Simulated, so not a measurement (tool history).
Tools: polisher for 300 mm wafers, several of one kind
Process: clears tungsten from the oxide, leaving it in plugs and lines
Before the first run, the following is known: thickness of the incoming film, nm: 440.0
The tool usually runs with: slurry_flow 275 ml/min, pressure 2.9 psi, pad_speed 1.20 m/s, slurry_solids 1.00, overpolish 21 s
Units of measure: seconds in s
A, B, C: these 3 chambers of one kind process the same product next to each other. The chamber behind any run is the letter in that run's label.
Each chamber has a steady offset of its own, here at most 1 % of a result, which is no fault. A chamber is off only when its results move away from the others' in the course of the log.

run,day,slurry_flow,pressure,pad_speed,slurry_solids,overpolish,wafers polished on this pad,hours since the slurry nozzle was cleaned,hours since the head pressure was calibrated,hours since the slurry blender was calibrated,hours since the slurry got fresh peroxide,seconds
1B,0.150,275,2.9,1.20,1.00,21,205,521.1,396.6,482.4,76.0,103.350
2C,0.321,275,2.9,1.20,1.00,21,944,514.0,1052.8,189.0,41.0,101.680
3A,0.421,275,2.9,1.20,1.00,21,119,106.7,166.6,57.3,118.9,101.750
4C,0.529,275,2.9,1.20,1.00,21,978,519.0,1057.8,194.0,46.0,98.943
5A,0.708,275,2.9,1.20,1.00,21,166,113.6,173.5,64.2,125.8,101.590
6B,0.900,275,2.9,1.20,1.00,27,326,539.1,414.6,500.4,94.0,102.320
7C,1.029,275,2.9,1.20,1.00,27,1058,531.0,1069.8,206.0,58.0,97.736
8B,1.162,275,2.9,1.20,1.00,27,369,545.4,420.9,506.7,100.3,99.366
9A,1.250,200,2.9,1.20,1.00,21,253,126.6,186.5,77.2,138.8,113.280
# day 1.317: chamber B: slurry blender recalibrated
10B,1.412,200,2.9,1.20,1.00,21,409,551.4,426.9,2.4,106.3,104.380
# day 1.529: chamber C: worn pad replaced by a new one
11A,1.562,200,2.9,1.20,1.00,21,303,134.1,194.0,84.7,146.3,110.590
12C,1.658,275,2.9,1.20,1.00,21,21,546.1,1084.9,221.1,73.1,98.202
13B,1.771,275,2.9,1.20,1.00,21,467,560.0,435.5,11.0,114.9,101.110
14C,1.879,275,2.9,1.20,1.00,21,57,551.4,1090.2,226.4,78.4,99.011
15A,2.054,275,2.9,1.20,1.00,21,383,145.9,205.8,96.5,158.1,110.450
16A,2.208,275,2.9,1.20,1.00,21,408,149.6,209.5,100.2,161.8,109.360
17C,2.300,355,2.9,1.42,1.00,21,124,561.5,1100.3,236.5,88.5,80.305
18B,2.425,355,2.9,1.42,1.00,21,573,575.7,451.2,26.7,130.6,84.103
# day 2.521: chamber B: slurry tank refilled with fresh slurry and peroxide
19B,2.546,355,2.9,1.42,1.00,21,592,578.6,454.1,29.6,0.7,83.353
20C,2.662,275,2.9,1.20,1.00,21,183,570.2,1109.0,245.2,97.2,95.950
21A,2.775,275,2.9,1.20,1.00,21,499,163.2,223.1,113.8,175.4,112.260
22B,2.942,205,2.9,1.52,1.00,21,656,588.1,463.6,39.1,10.2,81.850
23C,3.033,205,2.9,1.52,1.00,21,243,579.1,1117.9,254.1,106.1,79.889
24A,3.154,205,2.9,1.52,1.00,21,560,172.3,232.2,122.9,184.5,92.910
25B,3.246,275,2.9,1.20,1.00,21,705,595.4,470.9,46.4,17.5,102.180
26C,3.421,275,2.9,1.20,1.00,21,305,588.4,1127.2,263.4,115.4,102.880
27A,3.562,275,2.9,1.20,1.00,21,626,182.1,242.0,132.7,194.3,117.380
28A,3.671,275,2.9,1.20,1.15,21,644,184.7,244.6,135.3,196.9,108.750
29C,3.829,275,2.9,1.20,1.15,21,371,598.2,1137.0,273.2,125.2,93.754
30B,4.012,275,2.9,1.20,1.15,21,829,613.8,489.3,64.8,35.9,100.770

Which is it: a chamber that has drifted or been left off by a service, a gauge drift common to all chambers, or only each chamber's usual small offset? If a chamber is off, name it and its likeliest cause.

Little by little, chamber A moves away from the other chambers.
Cause: peroxide lost from the slurry, % = 33.2.

Here are 4 candidates for chamber A's next run, each the usual settings with a change, their results left as question marks. Which one brings its results back in line with what the others give on the usual settings?
To be in line, a result may differ from the other chambers' mean on the usual settings by at most: seconds 6.400 s
31A-1,4.146,275,2.8,1.16,1.00,21,,,,,,?
31A-2,4.146,275,3.1,1.20,1.00,21,,,,,,?
31A-3,4.146,275,2.9,1.00,0.95,21,,,,,,?
31A-4,4.146,275,3.4,1.20,1.00,21,,,,,,?

What the other chambers average on the usual settings: seconds 99.853 s
run,seconds
31A-1,127.570
31A-2,111.160
31A-3,144.900
31A-4,101.220
The answer is 31A-4, which returns the chamber to within the allowed miss of the others.
